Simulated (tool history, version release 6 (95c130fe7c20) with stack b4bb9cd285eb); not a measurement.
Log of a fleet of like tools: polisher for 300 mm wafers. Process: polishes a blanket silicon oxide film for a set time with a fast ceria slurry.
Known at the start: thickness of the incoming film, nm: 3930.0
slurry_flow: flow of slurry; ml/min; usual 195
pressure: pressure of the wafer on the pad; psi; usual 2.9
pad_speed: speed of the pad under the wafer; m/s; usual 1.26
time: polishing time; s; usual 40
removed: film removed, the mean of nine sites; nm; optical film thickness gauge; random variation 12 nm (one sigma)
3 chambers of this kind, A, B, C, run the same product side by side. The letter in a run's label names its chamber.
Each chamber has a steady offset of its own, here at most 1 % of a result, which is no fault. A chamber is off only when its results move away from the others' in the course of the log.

run,hour,slurry_flow,pressure,pad_speed,time,removed
1B,4.8,195,2.9,1.26,40,825.4
2C,8.4,195,2.9,1.26,40,824.71
3A,11.1,195,2.9,1.26,40,840.31
# hour 15.3: chamber B: worn pad replaced by a new one
4B,16.3,195,2.9,1.26,40,831.27
5A,21.2,195,2.9,1.26,40,822.93
6C,25.8,195,2.9,1.26,40,822.41
7C,30.8,195,3.6,1.26,40,1008.2
# hour 31: chamber A: worn pad replaced by a new one
8B,35.8,195,3.6,1.26,40,1020.6
9A,38.6,195,3.6,1.26,40,1033.8
10A,43.9,195,2.9,1.26,40,814.56
11C,47.8,195,2.9,1.26,40,801.38
12B,51.7,195,2.9,1.26,40,844.46
13C,55.4,195,2.9,1.26,40,795.86
14A,59.2,195,2.9,1.26,40,824.65
# hour 62.2: chamber C: slurry nozzle cleaned
15B,63.6,195,2.9,1.26,40,829.07
16C,67.7,195,2.9,1.26,40,796.52
17B,73.2,195,2.9,1.26,40,816.95
18A,77.2,195,2.9,1.26,40,834.56
19B,82.3,195,2.9,1.26,40,826.39
20C,85,225,2.9,1.5,40,977.7
# hour 87.9: chamber B: slurry nozzle cleaned
21A,90.5,225,2.9,1.5,40,1019.6
# hour 91.3: chamber B: worn pad replaced by a new one
22B,96.4,225,2.9,1.5,40,994.24

Next, every chamber runs the same settings. What will each give?
23A,100.6,195,2.9,1.26,40,?
23B,100.6,195,2.9,1.26,40,?
23C,100.6,195,2.9,1.26,40,?

run,removed
23A,856.64
23B,826.59
23C,749.44
